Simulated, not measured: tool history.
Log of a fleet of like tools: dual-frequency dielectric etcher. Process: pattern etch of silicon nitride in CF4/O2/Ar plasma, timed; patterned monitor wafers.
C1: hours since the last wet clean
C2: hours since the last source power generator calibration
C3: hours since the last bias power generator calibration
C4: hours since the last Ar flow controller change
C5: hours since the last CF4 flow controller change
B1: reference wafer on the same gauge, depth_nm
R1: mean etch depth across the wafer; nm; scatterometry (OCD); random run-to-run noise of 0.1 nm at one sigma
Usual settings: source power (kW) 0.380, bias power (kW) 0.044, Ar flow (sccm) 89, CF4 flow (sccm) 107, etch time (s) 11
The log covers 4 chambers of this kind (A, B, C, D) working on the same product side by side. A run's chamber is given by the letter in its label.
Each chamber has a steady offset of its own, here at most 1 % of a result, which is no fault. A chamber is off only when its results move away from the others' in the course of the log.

{"run": "1C", "hour": 3.3, "source power (kW)": 0.38, "bias power (kW)": 0.044, "Ar flow (sccm)": 89, "CF4 flow (sccm)": 107, "etch time (s)": 11, "C1": 140.4, "C2": 1178.3, "C3": 1617.4, "C4": 80.9, "C5": 3560.3, "B1": 19.104, "R1": 15.97}
{"hour": 7.7, "done": "chamber B: wet clean of the chamber"}
{"run": "2D", "hour": 8.9, "source power (kW)": 0.38, "bias power (kW)": 0.044, "Ar flow (sccm)": 89, "CF4 flow (sccm)": 107, "etch time (s)": 11, "C1": 410.3, "C2": 148.7, "C3": 1642.2, "C4": 797.1, "C5": 3972.8, "B1": 19.117, "R1": 16.166}
{"run": "3B", "hour": 14.5, "source power (kW)": 0.38, "bias power (kW)": 0.044, "Ar flow (sccm)": 89, "CF4 flow (sccm)": 107, "etch time (s)": 11, "C1": 6.9, "C2": 251.5, "C3": 1661.2, "C4": 1410.1, "C5": 2144.5, "B1": 19.11, "R1": 16.17}
{"run": "4A", "hour": 18.9, "source power (kW)": 0.38, "bias power (kW)": 0.044, "Ar flow (sccm)": 89, "CF4 flow (sccm)": 107, "etch time (s)": 11, "C1": 378.8, "C2": 1071.5, "C3": 527.8, "C4": 227.4, "C5": 3705.6, "B1": 19.115, "R1": 15.934}
{"run": "5A", "hour": 22.4, "source power (kW)": 0.38, "bias power (kW)": 0.044, "Ar flow (sccm)": 89, "CF4 flow (sccm)": 107, "etch time (s)": 11, "C1": 382.3, "C2": 1075.0, "C3": 531.3, "C4": 230.9, "C5": 3709.1, "B1": 19.083, "R1": 15.929}
{"run": "6C", "hour": 25.3, "source power (kW)": 0.38, "bias power (kW)": 0.044, "Ar flow (sccm)": 89, "CF4 flow (sccm)": 107, "etch time (s)": 11, "C1": 162.4, "C2": 1200.3, "C3": 1639.4, "C4": 102.9, "C5": 3582.3, "B1": 19.103, "R1": 16.064}
{"run": "7D", "hour": 29.8, "source power (kW)": 0.38, "bias power (kW)": 0.044, "Ar flow (sccm)": 89, "CF4 flow (sccm)": 107, "etch time (s)": 11, "C1": 431.2, "C2": 169.6, "C3": 1663.1, "C4": 818.0, "C5": 3993.7, "B1": 19.094, "R1": 16.294}
{"run": "8B", "hour": 32.8, "source power (kW)": 0.38, "bias power (kW)": 0.044, "Ar flow (sccm)": 89, "CF4 flow (sccm)": 107, "etch time (s)": 11, "C1": 25.2, "C2": 269.8, "C3": 1679.5, "C4": 1428.4, "C5": 2162.8, "B1": 19.112, "R1": 16.198}
{"run": "9D", "hour": 36.3, "source power (kW)": 0.38, "bias power (kW)": 0.044, "Ar flow (sccm)": 89, "CF4 flow (sccm)": 107, "etch time (s)": 11, "C1": 437.7, "C2": 176.1, "C3": 1669.6, "C4": 824.5, "C5": 4000.2, "B1": 19.106, "R1": 16.347}
{"run": "10B", "hour": 40.4, "source power (kW)": 0.38, "bias power (kW)": 0.044, "Ar flow (sccm)": 89, "CF4 flow (sccm)": 107, "etch time (s)": 11, "C1": 32.8, "C2": 277.4, "C3": 1687.1, "C4": 1436.0, "C5": 2170.4, "B1": 19.111, "R1": 16.243}
{"run": "11A", "hour": 44.4, "source power (kW)": 0.38, "bias power (kW)": 0.044, "Ar flow (sccm)": 89, "CF4 flow (sccm)": 107, "etch time (s)": 11, "C1": 404.3, "C2": 1097.0, "C3": 553.3, "C4": 252.9, "C5": 3731.1, "B1": 19.077, "R1": 15.915}
{"run": "12C", "hour": 48.6, "source power (kW)": 0.38, "bias power (kW)": 0.044, "Ar flow (sccm)": 89, "CF4 flow (sccm)": 107, "etch time (s)": 11, "C1": 185.7, "C2": 1223.6, "C3": 1662.7, "C4": 126.2, "C5": 3605.6, "B1": 19.067, "R1": 15.955}
{"run": "13B", "hour": 51.5, "source power (kW)": 0.38, "bias power (kW)": 0.044, "Ar flow (sccm)": 89, "CF4 flow (sccm)": 120, "etch time (s)": 11, "C1": 43.9, "C2": 288.5, "C3": 1698.2, "C4": 1447.1, "C5": 2181.5, "B1": 19.095, "R1": 16.469}
{"run": "14C", "hour": 55.4, "source power (kW)": 0.38, "bias power (kW)": 0.044, "Ar flow (sccm)": 89, "CF4 flow (sccm)": 120, "etch time (s)": 11, "C1": 192.5, "C2": 1230.4, "C3": 1669.5, "C4": 133.0, "C5": 3612.4, "B1": 19.115, "R1": 16.256}
{"run": "15A", "hour": 59.6, "source power (kW)": 0.38, "bias power (kW)": 0.044, "Ar flow (sccm)": 89, "CF4 flow (sccm)": 120, "etch time (s)": 11, "C1": 419.5, "C2": 1112.2, "C3": 568.5, "C4": 268.1, "C5": 3746.3, "B1": 19.106, "R1": 15.967}
{"run": "16D", "hour": 64.4, "source power (kW)": 0.38, "bias power (kW)": 0.044, "Ar flow (sccm)": 89, "CF4 flow (sccm)": 120, "etch time (s)": 11, "C1": 465.8, "C2": 204.2, "C3": 1697.7, "C4": 852.6, "C5": 4028.3, "B1": 19.108, "R1": 16.749}
{"run": "17C", "hour": 69.9, "source power (kW)": 0.38, "bias power (kW)": 0.044, "Ar flow (sccm)": 89, "CF4 flow (sccm)": 107, "etch time (s)": 11, "C1": 207.0, "C2": 1244.9, "C3": 1684.0, "C4": 147.5, "C5": 3626.9, "B1": 19.103, "R1": 15.992}
{"run": "18D", "hour": 74.4, "source power (kW)": 0.38, "bias power (kW)": 0.044, "Ar flow (sccm)": 89, "CF4 flow (sccm)": 107, "etch time (s)": 11, "C1": 475.8, "C2": 214.2, "C3": 1707.7, "C4": 862.6, "C5": 4038.3, "B1": 19.095, "R1": 16.485}
{"run": "19B", "hour": 77.3, "source power (kW)": 0.38, "bias power (kW)": 0.044, "Ar flow (sccm)": 89, "CF4 flow (sccm)": 107, "etch time (s)": 11, "C1": 69.7, "C2": 314.3, "C3": 1724.0, "C4": 1472.9, "C5": 2207.3, "B1": 19.101, "R1": 16.181}
{"run": "20A", "hour": 81.3, "source power (kW)": 0.38, "bias power (kW)": 0.044, "Ar flow (sccm)": 89, "CF4 flow (sccm)": 107, "etch time (s)": 11, "C1": 441.2, "C2": 1133.9, "C3": 590.2, "C4": 289.8, "C5": 3768.0, "B1": 19.101, "R1": 15.945}
{"run": "21B", "hour": 86.2, "source power (kW)": 0.38, "bias power (kW)": 0.044, "Ar flow (sccm)": 89, "CF4 flow (sccm)": 107, "etch time (s)": 11, "C1": 78.6, "C2": 323.2, "C3": 1732.9, "C4": 1481.8, "C5": 2216.2, "B1": 19.136, "R1": 16.165}
{"run": "22D", "hour": 90.6, "source power (kW)": 0.38, "bias power (kW)": 0.041, "Ar flow (sccm)": 89, "CF4 flow (sccm)": 133, "etch time (s)": 11, "C1": 492.0, "C2": 230.4, "C3": 1723.9, "C4": 878.8, "C5": 4054.5, "B1": 19.119, "R1": 16.596}
{"run": "23C", "hour": 93.4, "source power (kW)": 0.38, "bias power (kW)": 0.041, "Ar flow (sccm)": 89, "CF4 flow (sccm)": 133, "etch time (s)": 11, "C1": 230.5, "C2": 1268.4, "C3": 1707.5, "C4": 171.0, "C5": 3650.4, "B1": 19.142, "R1": 16.0}
{"run": "24A", "hour": 97.1, "source power (kW)": 0.38, "bias power (kW)": 0.041, "Ar flow (sccm)": 89, "CF4 flow (sccm)": 133, "etch time (s)": 11, "C1": 457.0, "C2": 1149.7, "C3": 606.0, "C4": 305.6, "C5": 3783.8, "B1": 19.072, "R1": 16.063}
{"run": "25C", "hour": 101.7, "source power (kW)": 0.38, "bias power (kW)": 0.041, "Ar flow (sccm)": 89, "CF4 flow (sccm)": 133, "etch time (s)": 11, "C1": 238.8, "C2": 1276.7, "C3": 1715.8, "C4": 179.3, "C5": 3658.7, "B1": 19.121, "R1": 15.779}
{"run": "26D", "hour": 106.3, "source power (kW)": 0.3, "bias power (kW)": 0.044, "Ar flow (sccm)": 82, "CF4 flow (sccm)": 107, "etch time (s)": 11, "C1": 507.7, "C2": 246.1, "C3": 1739.6, "C4": 894.5, "C5": 4070.2, "B1": 19.08, "R1": 13.7}
{"run": "27B", "hour": 109.2, "source power (kW)": 0.3, "bias power (kW)": 0.044, "Ar flow (sccm)": 82, "CF4 flow (sccm)": 107, "etch time (s)": 11, "C1": 101.6, "C2": 346.2, "C3": 1755.9, "C4": 1504.8, "C5": 2239.2, "B1": 19.083, "R1": 13.303}
{"run": "28A", "hour": 113.5, "source power (kW)": 0.3, "bias power (kW)": 0.044, "Ar flow (sccm)": 82, "CF4 flow (sccm)": 107, "etch time (s)": 11, "C1": 473.4, "C2": 1166.1, "C3": 622.4, "C4": 322.0, "C5": 3800.2, "B1": 19.092, "R1": 13.179}

The same settings go to every chamber for the next run, one line per chamber below. Forecast the results for each:
{"run": "29A", "hour": 117.6, "source power (kW)": 0.38, "bias power (kW)": 0.044, "Ar flow (sccm)": 89, "CF4 flow (sccm)": 124, "etch time (s)": 11, "R1": "?"}
{"run": "29B", "hour": 117.6, "source power (kW)": 0.38, "bias power (kW)": 0.044, "Ar flow (sccm)": 89, "CF4 flow (sccm)": 124, "etch time (s)": 11, "R1": "?"}
{"run": "29C", "hour": 117.6, "source power (kW)": 0.38, "bias power (kW)": 0.044, "Ar flow (sccm)": 89, "CF4 flow (sccm)": 124, "etch time (s)": 11, "R1": "?"}
{"run": "29D", "hour": 117.6, "source power (kW)": 0.38, "bias power (kW)": 0.044, "Ar flow (sccm)": 89, "CF4 flow (sccm)": 124, "etch time (s)": 11, "R1": "?"}

run=29A R1=16.166
run=29B R1=16.386
run=29C R1=16.130
run=29D R1=17.008
